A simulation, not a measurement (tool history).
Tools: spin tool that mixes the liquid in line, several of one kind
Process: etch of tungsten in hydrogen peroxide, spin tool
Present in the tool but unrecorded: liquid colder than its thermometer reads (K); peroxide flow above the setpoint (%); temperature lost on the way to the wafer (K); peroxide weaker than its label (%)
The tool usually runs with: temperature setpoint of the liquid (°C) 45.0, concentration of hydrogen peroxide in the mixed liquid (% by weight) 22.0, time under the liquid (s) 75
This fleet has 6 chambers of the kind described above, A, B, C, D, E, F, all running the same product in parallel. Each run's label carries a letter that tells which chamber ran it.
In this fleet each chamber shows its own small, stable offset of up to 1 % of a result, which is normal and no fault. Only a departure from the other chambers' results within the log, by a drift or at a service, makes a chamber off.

run	hour	temperature setpoint of the liquid (°C)	concentration of hydrogen peroxide in the mixed liquid (% by weight)	time under the liquid (s)	hours since the thermometer was replaced	hours since the peroxide flow meter was replaced	hours since the heated supply line was repaired	hours since the drum of peroxide was connected	read-back film thickness of the tungsten reference wafer, read on the same gauge (nm)	thickness taken off the tungsten on a monitor wafer (nm)
1D	4.0	45.0	22.0	75	214.9	912.4	1489.6	408.4	99.979	52.383
2C	6.9	45.0	22.0	75	649.0	884.3	3819.9	112.3	100.020	52.520
3E	11.8	45.0	22.0	75	764.2	765.8	498.7	705.7	100.030	51.891
4F	17.1	45.0	22.0	75	631.6	711.5	1518.2	280.5	100.010	51.431
5A	19.9	45.0	22.0	75	28.5	2487.7	1692.8	407.9	100.020	53.138
6B	24.3	45.0	22.0	75	238.1	428.7	470.8	457.1	100.000	51.214
# hour 28.4: chamber A: peroxide flow meter replaced
7B	28.8	45.0	22.0	75	242.6	433.2	475.3	461.6	99.987	52.071
8F	32.7	45.0	22.0	75	647.2	727.1	1533.8	296.1	99.997	51.299
9D	37.3	53.0	20.0	75	248.2	945.7	1522.9	441.7	100.010	80.909
# hour 41.3: chamber D: new drum of peroxide connected
10C	43.2	53.0	20.0	75	685.3	920.6	3856.2	148.6	99.988	83.097
11E	48.8	53.0	20.0	75	801.2	802.8	535.7	742.7	99.980	81.490
12A	51.8	53.0	20.0	75	60.4	23.4	1724.7	439.8	100.020	82.043
13B	54.8	53.0	20.0	75	268.6	459.2	501.3	487.6	100.010	79.772
14D	57.6	53.0	20.0	75	268.5	966.0	1543.2	16.3	100.010	79.565
15F	63.3	45.0	22.0	75	677.8	757.7	1564.4	326.7	99.997	51.151
16C	69.2	45.0	22.0	75	711.3	946.6	3882.2	174.6	100.000	53.162
17A	72.8	35.5	20.0	75	81.4	44.4	1745.7	460.8	99.992	27.042
# hour 76.0: chamber C: heated supply line repaired
18E	78.0	35.5	20.0	75	830.4	832.0	564.9	771.9	99.971	26.700
# hour 83.8: chamber C: thermometer replaced
19C	83.8	35.5	20.0	75	0.1	961.2	7.8	189.2	99.960	27.046
# hour 86.1: chamber E: thermometer replaced
20E	87.3	35.5	20.0	75	1.3	841.3	574.2	781.2	100.010	26.834
21A	91.7	35.5	20.0	75	100.3	63.3	1764.6	479.7	100.020	26.753
22B	95.4	35.5	20.0	75	309.2	499.8	541.9	528.2	99.995	26.839
23D	100.3	39.5	22.0	55	311.2	1008.7	1585.9	59.0	100.020	26.829
24F	103.3	39.5	22.0	55	717.8	797.7	1604.4	366.7	100.010	26.545
25C	108.5	39.5	22.0	55	24.8	985.9	32.5	213.9	99.989	27.122
26F	111.0	39.5	22.0	55	725.5	805.4	1612.1	374.4	99.979	26.533
27B	113.7	39.5	22.0	55	327.5	518.1	560.2	546.5	100.020	26.861
28E	118.9	39.5	22.0	55	32.9	872.9	605.8	812.8	100.010	27.201
29D	123.9	45.0	22.0	75	334.8	1032.3	1609.5	82.6	99.999	52.582
30A	129.4	45.0	22.0	75	138.0	101.0	1802.3	517.4	100.010	49.735
31E	132.6	45.0	22.0	75	46.6	886.6	619.5	826.5	99.996	51.704
32F	135.8	45.0	22.0	75	750.3	830.2	1636.9	399.2	100.000	51.356
33A	138.6	45.0	22.0	75	147.2	110.2	1811.5	526.6	100.010	49.573
34B	143.1	45.0	22.0	75	356.9	547.5	589.6	575.9	99.989	51.948
35D	147.6	45.0	26.5	30	358.5	1056.0	1633.2	106.3	99.977	22.810
36C	153.0	45.0	26.5	30	69.3	1030.4	77.0	258.4	99.996	23.330
37F	157.9	45.0	26.5	30	772.4	852.3	1659.0	421.3	100.010	22.919
# hour 158.4: chamber E: new drum of peroxide connected
# hour 158.5: chamber E: heated supply line repaired
38A	162.7	45.0	26.5	30	171.3	134.3	1835.6	550.7	100.000	21.285
39E	165.9	45.0	26.5	30	79.9	919.9	7.5	7.5	100.010	23.022
40D	168.8	45.0	26.5	30	379.7	1077.2	1654.4	127.5	99.981	22.695

The same settings go to every chamber for the next run, one line per chamber below. Forecast the results for each:
41A	173.0	45.0	22.0	75						?
41B	173.0	45.0	22.0	75						?
41C	173.0	45.0	22.0	75						?
41D	173.0	45.0	22.0	75						?
41E	173.0	45.0	22.0	75						?
41F	173.0	45.0	22.0	75						?

run	thickness taken off the tungsten on a monitor wafer (nm)
41A	47.916
41B	51.028
41C	53.189
41D	51.831
41E	52.463
41F	51.869

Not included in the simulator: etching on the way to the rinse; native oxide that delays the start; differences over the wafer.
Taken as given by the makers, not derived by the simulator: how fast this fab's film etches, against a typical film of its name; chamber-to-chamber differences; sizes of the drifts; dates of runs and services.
